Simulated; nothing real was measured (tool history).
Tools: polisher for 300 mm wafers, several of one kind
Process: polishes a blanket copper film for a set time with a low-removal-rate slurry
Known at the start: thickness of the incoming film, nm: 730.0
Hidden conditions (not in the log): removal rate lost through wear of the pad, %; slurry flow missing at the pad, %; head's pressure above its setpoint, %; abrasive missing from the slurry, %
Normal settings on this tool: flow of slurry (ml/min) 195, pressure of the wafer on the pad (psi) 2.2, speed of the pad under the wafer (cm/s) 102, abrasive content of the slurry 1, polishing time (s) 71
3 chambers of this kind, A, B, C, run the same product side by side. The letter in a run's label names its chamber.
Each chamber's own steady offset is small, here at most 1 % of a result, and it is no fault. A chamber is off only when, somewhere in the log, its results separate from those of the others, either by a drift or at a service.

run,hour,flow of slurry (ml/min),pressure of the wafer on the pad (psi),speed of the pad under the wafer (cm/s),abrasive content of the slurry,polishing time (s),wafers polished on this pad,hours since the slurry nozzle was cleaned,hours since the head pressure was calibrated,hours since the slurry blender was calibrated,film removed (nm)
1A,6.6,195,2.2,102,1,71,1167,13.5,1111.9,18.8,191.92
# hour 8.6: chamber B: slurry blender recalibrated
2C,10.3,195,2.2,102,1,71,431,411.6,122.4,155.5,191.98
3B,17.0,195,2.2,102,1,71,212,401.2,661.1,8.5,187.97
4B,22.3,195,2.2,102,1,71,256,406.5,666.4,13.8,190.22
5C,29.3,195,2.2,102,1,71,587,430.6,141.4,174.5,191.05
6A,35.5,195,2.2,102,1,71,1405,42.4,1140.8,47.7,194.45
# hour 37.9: chamber A: worn pad replaced by a new one
7C,40.0,195,2.2,102,1,71,675,441.3,152.1,185.2,189.15
8A,47.6,195,2.2,102,1,71,79,54.5,1152.9,59.8,191.50
9B,54.4,195,2.2,102,1,71,520,438.6,698.5,45.9,187.65
10C,61.5,195,2.2,102,1,71,852,462.8,173.6,206.7,187.13
11B,69.2,195,2.2,102,1,71,642,453.4,713.3,60.7,189.45
12A,75.9,195,2.2,102,1,71,312,82.8,1181.2,88.1,190.97
13A,81.5,195,2.2,102,1,71,358,88.4,1186.8,93.7,192.15
14C,86.1,195,2.2,102,1,71,1055,487.4,198.2,231.3,181.74
15B,92.0,195,2.2,82,1,71,829,476.2,736.1,83.5,152.58
16C,95.4,195,2.2,82,1,71,1131,496.7,207.5,240.6,147.34
17A,99.8,195,2.2,82,1,71,509,106.7,1205.1,112.0,152.61
18B,106.7,195,2.2,102,1,71,950,490.9,750.8,98.2,189.28
19A,110.5,195,2.2,102,1,71,597,117.4,1215.8,122.7,192.97
20C,114.7,195,2.2,102,1,71,1290,516.0,226.8,259.9,180.73

For the next run the whole fleet of 3 chambers uses the same settings. Give each chamber's results:
21A,120.3,195,2.2,102,1,95,,,,,?
21B,120.3,195,2.2,102,1,95,,,,,?
21C,120.3,195,2.2,102,1,95,,,,,?

run,film removed (nm)
21A,254.14
21B,253.18
21C,241.00

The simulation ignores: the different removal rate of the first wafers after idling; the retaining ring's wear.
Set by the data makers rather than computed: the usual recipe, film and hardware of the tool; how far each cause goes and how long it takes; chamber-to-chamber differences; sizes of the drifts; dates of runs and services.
